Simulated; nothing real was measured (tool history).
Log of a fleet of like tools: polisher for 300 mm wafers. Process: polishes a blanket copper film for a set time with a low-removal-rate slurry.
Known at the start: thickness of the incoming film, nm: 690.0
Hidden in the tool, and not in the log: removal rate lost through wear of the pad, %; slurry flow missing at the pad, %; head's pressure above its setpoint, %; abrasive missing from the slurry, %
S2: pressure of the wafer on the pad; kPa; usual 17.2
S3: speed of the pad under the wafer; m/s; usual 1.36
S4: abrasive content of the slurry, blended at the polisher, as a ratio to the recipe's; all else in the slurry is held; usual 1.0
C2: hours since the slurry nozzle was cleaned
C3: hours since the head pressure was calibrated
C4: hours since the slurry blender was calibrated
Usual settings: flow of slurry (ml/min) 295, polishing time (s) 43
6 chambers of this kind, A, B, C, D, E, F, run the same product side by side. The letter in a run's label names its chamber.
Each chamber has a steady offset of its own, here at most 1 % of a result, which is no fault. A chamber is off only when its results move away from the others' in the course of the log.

{"hour": 7.1, "done": "chamber E: worn pad replaced by a new one"}
{"run": "1C", "hour": 8.4, "flow of slurry (ml/min)": 295, "S2": 17.2, "S3": 1.36, "S4": 1.0, "polishing time (s)": 43, "wafers polished on this pad": 608, "C2": 169.5, "C3": 599.4, "C4": 48.2, "film removed (Å)": 1768.6}
{"run": "2D", "hour": 14.8, "flow of slurry (ml/min)": 295, "S2": 17.2, "S3": 1.36, "S4": 1.0, "polishing time (s)": 43, "wafers polished on this pad": 395, "C2": 55.9, "C3": 306.0, "C4": 24.8, "film removed (Å)": 1767.2}
{"run": "3A", "hour": 20.6, "flow of slurry (ml/min)": 295, "S2": 17.2, "S3": 1.36, "S4": 1.0, "polishing time (s)": 43, "wafers polished on this pad": 758, "C2": 196.8, "C3": 685.6, "C4": 328.2, "film removed (Å)": 1793.2}
{"hour": 23.9, "done": "chamber E: slurry blender recalibrated"}
{"run": "4B", "hour": 27.3, "flow of slurry (ml/min)": 295, "S2": 17.2, "S3": 1.36, "S4": 1.0, "polishing time (s)": 43, "wafers polished on this pad": 715, "C2": 271.4, "C3": 608.7, "C4": 94.4, "film removed (Å)": 1777.1}
{"run": "5E", "hour": 34.8, "flow of slurry (ml/min)": 295, "S2": 17.2, "S3": 1.36, "S4": 1.0, "polishing time (s)": 43, "wafers polished on this pad": 448, "C2": 126.0, "C3": 877.1, "C4": 11.0, "film removed (Å)": 1798.0}
{"hour": 37.0, "done": "chamber A: worn pad replaced by a new one"}
{"hour": 43.0, "done": "chamber F: worn pad replaced by a new one"}
{"hour": 43.7, "done": "chamber B: worn pad replaced by a new one"}
{"run": "6F", "hour": 44.1, "flow of slurry (ml/min)": 295, "S2": 17.2, "S3": 1.36, "S4": 1.0, "polishing time (s)": 43, "wafers polished on this pad": 18, "C2": 312.7, "C3": 1042.3, "C4": 241.1, "film removed (Å)": 1765.5}
{"hour": 48.4, "done": "chamber D: worn pad replaced by a new one"}
{"run": "7A", "hour": 49.8, "flow of slurry (ml/min)": 295, "S2": 17.2, "S3": 1.36, "S4": 1.0, "polishing time (s)": 43, "wafers polished on this pad": 207, "C2": 226.0, "C3": 714.8, "C4": 357.4, "film removed (Å)": 1799.2}
{"run": "8C", "hour": 56.3, "flow of slurry (ml/min)": 295, "S2": 17.2, "S3": 1.36, "S4": 1.0, "polishing time (s)": 43, "wafers polished on this pad": 1382, "C2": 217.4, "C3": 647.3, "C4": 96.1, "film removed (Å)": 1751.2}
{"hour": 57.6, "done": "chamber C: slurry blender recalibrated"}
{"run": "9F", "hour": 64.7, "flow of slurry (ml/min)": 295, "S2": 17.2, "S3": 1.36, "S4": 1.0, "polishing time (s)": 43, "wafers polished on this pad": 351, "C2": 333.3, "C3": 1062.9, "C4": 261.7, "film removed (Å)": 1792.4}
{"hour": 66.3, "done": "chamber C: worn pad replaced by a new one"}
{"hour": 69.9, "done": "chamber E: worn pad replaced by a new one"}
{"run": "10D", "hour": 71.2, "flow of slurry (ml/min)": 295, "S2": 17.2, "S3": 1.36, "S4": 1.0, "polishing time (s)": 43, "wafers polished on this pad": 369, "C2": 112.3, "C3": 362.4, "C4": 81.2, "film removed (Å)": 1773.8}
{"hour": 72.4, "done": "chamber A: slurry blender recalibrated"}
{"run": "11B", "hour": 77.9, "flow of slurry (ml/min)": 295, "S2": 17.2, "S3": 1.36, "S4": 1.0, "polishing time (s)": 43, "wafers polished on this pad": 554, "C2": 322.0, "C3": 659.3, "C4": 145.0, "film removed (Å)": 1786.6}
{"run": "12E", "hour": 82.9, "flow of slurry (ml/min)": 295, "S2": 17.2, "S3": 1.36, "S4": 1.0, "polishing time (s)": 43, "wafers polished on this pad": 210, "C2": 174.1, "C3": 925.2, "C4": 59.1, "film removed (Å)": 1764.5}
{"hour": 88.9, "done": "chamber A: worn pad replaced by a new one"}
{"run": "13C", "hour": 90.7, "flow of slurry (ml/min)": 295, "S2": 17.2, "S3": 1.36, "S4": 1.0, "polishing time (s)": 43, "wafers polished on this pad": 395, "C2": 251.8, "C3": 681.7, "C4": 33.2, "film removed (Å)": 1773.0}
{"hour": 91.1, "done": "chamber F: head pressure recalibrated"}
{"hour": 93.7, "done": "chamber B: slurry blender recalibrated"}
{"hour": 98.8, "done": "chamber B: worn pad replaced by a new one"}
{"run": "14D", "hour": 99.5, "flow of slurry (ml/min)": 295, "S2": 17.2, "S3": 1.36, "S4": 1.0, "polishing time (s)": 43, "wafers polished on this pad": 826, "C2": 140.6, "C3": 390.7, "C4": 109.5, "film removed (Å)": 1763.3}
{"hour": 102.7, "done": "chamber F: worn pad replaced by a new one"}
{"run": "15E", "hour": 105.7, "flow of slurry (ml/min)": 295, "S2": 17.2, "S3": 1.36, "S4": 1.0, "polishing time (s)": 43, "wafers polished on this pad": 579, "C2": 196.9, "C3": 948.0, "C4": 81.9, "film removed (Å)": 1788.0}
{"hour": 106.8, "done": "chamber D: worn pad replaced by a new one"}
{"run": "16B", "hour": 113.4, "flow of slurry (ml/min)": 295, "S2": 17.2, "S3": 1.36, "S4": 1.0, "polishing time (s)": 43, "wafers polished on this pad": 236, "C2": 357.5, "C3": 694.8, "C4": 19.8, "film removed (Å)": 1772.1}
{"hour": 117.6, "done": "chamber E: slurry nozzle cleaned"}
{"run": "17A", "hour": 123.5, "flow of slurry (ml/min)": 295, "S2": 17.2, "S3": 1.36, "S4": 1.0, "polishing time (s)": 43, "wafers polished on this pad": 560, "C2": 299.7, "C3": 788.5, "C4": 51.1, "film removed (Å)": 1777.5}
{"run": "18F", "hour": 129.1, "flow of slurry (ml/min)": 295, "S2": 17.2, "S3": 1.36, "S4": 1.0, "polishing time (s)": 43, "wafers polished on this pad": 427, "C2": 397.7, "C3": 38.1, "C4": 326.1, "film removed (Å)": 1781.3}
{"hour": 135.0, "done": "chamber D: head pressure recalibrated"}
{"hour": 135.9, "done": "chamber B: head pressure recalibrated"}
{"run": "19D", "hour": 136.0, "flow of slurry (ml/min)": 295, "S2": 17.2, "S3": 1.36, "S4": 1.0, "polishing time (s)": 43, "wafers polished on this pad": 473, "C2": 177.1, "C3": 1.0, "C4": 146.0, "film removed (Å)": 1751.5}
{"hour": 137.8, "done": "chamber E: slurry blender recalibrated"}
{"hour": 138.1, "done": "chamber E: worn pad replaced by a new one"}
{"run": "20F", "hour": 143.7, "flow of slurry (ml/min)": 295, "S2": 17.2, "S3": 1.66, "S4": 1.0, "polishing time (s)": 43, "wafers polished on this pad": 663, "C2": 412.3, "C3": 52.7, "C4": 340.7, "film removed (Å)": 2151.2}
{"hour": 147.8, "done": "chamber A: head pressure recalibrated"}
{"run": "21C", "hour": 150.0, "flow of slurry (ml/min)": 295, "S2": 17.2, "S3": 1.66, "S4": 1.0, "polishing time (s)": 43, "wafers polished on this pad": 1354, "C2": 311.1, "C3": 741.0, "C4": 92.5, "film removed (Å)": 2172.5}
{"hour": 150.2, "done": "chamber A: worn pad replaced by a new one"}
{"hour": 151.7, "done": "chamber C: slurry nozzle cleaned"}
{"hour": 157.1, "done": "chamber B: worn pad replaced by a new one"}
{"run": "22E", "hour": 157.1, "flow of slurry (ml/min)": 295, "S2": 17.2, "S3": 1.66, "S4": 1.0, "polishing time (s)": 43, "wafers polished on this pad": 308, "C2": 39.6, "C3": 999.4, "C4": 19.3, "film removed (Å)": 2172.8}
{"hour": 157.7, "done": "chamber C: worn pad replaced by a new one"}
{"hour": 162.2, "done": "chamber E: head pressure recalibrated"}
{"hour": 162.4, "done": "chamber F: worn pad replaced by a new one"}
{"hour": 162.4, "done": "chamber F: slurry blender recalibrated"}
{"run": "23A", "hour": 162.4, "flow of slurry (ml/min)": 295, "S2": 17.2, "S3": 1.66, "S4": 1.0, "polishing time (s)": 43, "wafers polished on this pad": 198, "C2": 338.6, "C3": 14.7, "C4": 90.0, "film removed (Å)": 2175.5}
{"run": "24B", "hour": 168.4, "flow of slurry (ml/min)": 295, "S2": 17.2, "S3": 1.66, "S4": 1.0, "polishing time (s)": 43, "wafers polished on this pad": 182, "C2": 412.5, "C3": 32.5, "C4": 74.8, "film removed (Å)": 2336.2}
{"hour": 174.3, "done": "chamber D: worn pad replaced by a new one"}
{"run": "25A", "hour": 176.8, "flow of slurry (ml/min)": 295, "S2": 17.2, "S3": 1.66, "S4": 1.0, "polishing time (s)": 43, "wafers polished on this pad": 431, "C2": 353.0, "C3": 29.1, "C4": 104.4, "film removed (Å)": 2173.2}
{"run": "26E", "hour": 182.2, "flow of slurry (ml/min)": 295, "S2": 17.2, "S3": 1.68, "S4": 1.0, "polishing time (s)": 58, "wafers polished on this pad": 714, "C2": 64.7, "C3": 20.1, "C4": 44.4, "film removed (Å)": 2971.1}
{"hour": 184.6, "done": "chamber C: slurry blender recalibrated"}
{"run": "27D", "hour": 186.8, "flow of slurry (ml/min)": 295, "S2": 17.2, "S3": 1.68, "S4": 1.0, "polishing time (s)": 58, "wafers polished on this pad": 203, "C2": 227.9, "C3": 51.8, "C4": 196.8, "film removed (Å)": 2941.9}
{"hour": 192.6, "done": "chamber E: worn pad replaced by a new one"}
{"run": "28B", "hour": 195.2, "flow of slurry (ml/min)": 295, "S2": 17.2, "S3": 1.68, "S4": 1.0, "polishing time (s)": 58, "wafers polished on this pad": 616, "C2": 439.3, "C3": 59.3, "C4": 101.6, "film removed (Å)": 3188.1}
{"run": "29C", "hour": 200.2, "flow of slurry (ml/min)": 295, "S2": 17.2, "S3": 1.68, "S4": 1.0, "polishing time (s)": 58, "wafers polished on this pad": 688, "C2": 48.6, "C3": 791.2, "C4": 15.6, "film removed (Å)": 2944.5}
{"hour": 205.4, "done": "chamber A: worn pad replaced by a new one"}
{"run": "30F", "hour": 206.8, "flow of slurry (ml/min)": 295, "S2": 17.2, "S3": 1.68, "S4": 1.0, "polishing time (s)": 58, "wafers polished on this pad": 718, "C2": 475.4, "C3": 115.8, "C4": 44.4, "film removed (Å)": 2988.0}
{"run": "31C", "hour": 215.8, "flow of slurry (ml/min)": 295, "S2": 17.2, "S3": 1.68, "S4": 1.0, "polishing time (s)": 58, "wafers polished on this pad": 941, "C2": 64.2, "C3": 806.8, "C4": 31.2, "film removed (Å)": 2978.4}
{"hour": 216.0, "done": "chamber F: worn pad replaced by a new one"}
{"hour": 217.9, "done": "chamber B: worn pad replaced by a new one"}
{"run": "32E", "hour": 223.3, "flow of slurry (ml/min)": 295, "S2": 17.2, "S3": 1.36, "S4": 1.0, "polishing time (s)": 43, "wafers polished on this pad": 496, "C2": 105.8, "C3": 61.2, "C4": 85.5, "film removed (Å)": 1765.8}
{"run": "33D", "hour": 229.1, "flow of slurry (ml/min)": 295, "S2": 17.2, "S3": 1.36, "S4": 1.2, "polishing time (s)": 43, "wafers polished on this pad": 887, "C2": 270.2, "C3": 94.1, "C4": 239.1, "film removed (Å)": 1861.5}
{"run": "34B", "hour": 235.8, "flow of slurry (ml/min)": 295, "S2": 17.2, "S3": 1.36, "S4": 1.2, "polishing time (s)": 43, "wafers polished on this pad": 289, "C2": 479.9, "C3": 99.9, "C4": 142.2, "film removed (Å)": 1968.5}
{"run": "35F", "hour": 240.9, "flow of slurry (ml/min)": 295, "S2": 17.2, "S3": 1.36, "S4": 1.2, "polishing time (s)": 43, "wafers polished on this pad": 402, "C2": 509.5, "C3": 149.9, "C4": 78.5, "film removed (Å)": 1851.8}
{"hour": 241.4, "done": "chamber C: worn pad replaced by a new one"}
{"hour": 241.6, "done": "chamber D: worn pad replaced by a new one"}
{"hour": 244.6, "done": "chamber B: slurry blender recalibrated"}
{"run": "36A", "hour": 246.8, "flow of slurry (ml/min)": 295, "S2": 17.2, "S3": 1.36, "S4": 1.2, "polishing time (s)": 43, "wafers polished on this pad": 670, "C2": 423.0, "C3": 99.1, "C4": 174.4, "film removed (Å)": 1865.7}
{"hour": 247.1, "done": "chamber D: slurry blender recalibrated"}
{"hour": 250.6, "done": "chamber E: slurry blender recalibrated"}
{"run": "37A", "hour": 253.6, "flow of slurry (ml/min)": 295, "S2": 17.2, "S3": 1.36, "S4": 1.2, "polishing time (s)": 43, "wafers polished on this pad": 780, "C2": 429.8, "C3": 105.9, "C4": 181.2, "film removed (Å)": 1845.3}
{"hour": 255.9, "done": "chamber E: worn pad replaced by a new one"}
{"run": "38F", "hour": 258.8, "flow of slurry (ml/min)": 295, "S2": 17.2, "S3": 1.36, "S4": 1.2, "polishing time (s)": 43, "wafers polished on this pad": 692, "C2": 527.4, "C3": 167.8, "C4": 96.4, "film removed (Å)": 1863.1}
{"run": "39B", "hour": 266.1, "flow of slurry (ml/min)": 295, "S2": 17.2, "S3": 1.36, "S4": 1.0, "polishing time (s)": 43, "wafers polished on this pad": 779, "C2": 510.2, "C3": 130.2, "C4": 21.6, "film removed (Å)": 1921.4}
{"run": "40E", "hour": 274.4, "flow of slurry (ml/min)": 295, "S2": 13.1, "S3": 1.78, "S4": 1.0, "polishing time (s)": 43, "wafers polished on this pad": 300, "C2": 156.9, "C3": 112.3, "C4": 23.9, "film removed (Å)": 1766.9}
{"run": "41D", "hour": 283.2, "flow of slurry (ml/min)": 295, "S2": 13.1, "S3": 1.78, "S4": 1.0, "polishing time (s)": 43, "wafers polished on this pad": 674, "C2": 324.3, "C3": 148.2, "C4": 36.2, "film removed (Å)": 1758.0}
{"run": "42C", "hour": 291.9, "flow of slurry (ml/min)": 295, "S2": 13.1, "S3": 1.78, "S4": 1.0, "polishing time (s)": 43, "wafers polished on this pad": 817, "C2": 140.3, "C3": 882.9, "C4": 107.3, "film removed (Å)": 1778.4}
{"run": "43E", "hour": 300.1, "flow of slurry (ml/min)": 295, "S2": 13.1, "S3": 1.78, "S4": 1.0, "polishing time (s)": 43, "wafers polished on this pad": 716, "C2": 182.6, "C3": 138.0, "C4": 49.6, "film removed (Å)": 1785.1}

All 6 chambers run these settings next. Forecast each chamber's results:
{"run": "44A", "hour": 307.4, "flow of slurry (ml/min)": 295, "S2": 17.2, "S3": 1.36, "S4": 0.8, "polishing time (s)": 43, "film removed (Å)": "?"}
{"run": "44B", "hour": 307.4, "flow of slurry (ml/min)": 295, "S2": 17.2, "S3": 1.36, "S4": 0.8, "polishing time (s)": 43, "film removed (Å)": "?"}
{"run": "44C", "hour": 307.4, "flow of slurry (ml/min)": 295, "S2": 17.2, "S3": 1.36, "S4": 0.8, "polishing time (s)": 43, "film removed (Å)": "?"}
{"run": "44D", "hour": 307.4, "flow of slurry (ml/min)": 295, "S2": 17.2, "S3": 1.36, "S4": 0.8, "polishing time (s)": 43, "film removed (Å)": "?"}
{"run": "44E", "hour": 307.4, "flow of slurry (ml/min)": 295, "S2": 17.2, "S3": 1.36, "S4": 0.8, "polishing time (s)": 43, "film removed (Å)": "?"}
{"run": "44F", "hour": 307.4, "flow of slurry (ml/min)": 295, "S2": 17.2, "S3": 1.36, "S4": 0.8, "polishing time (s)": 43, "film removed (Å)": "?"}

run=44A film_removed_(Å)=1708.2
run=44B film_removed_(Å)=1840.5
run=44C film_removed_(Å)=1700.1
run=44D film_removed_(Å)=1690.4
run=44E film_removed_(Å)=1684.2
run=44F film_removed_(Å)=1687.1
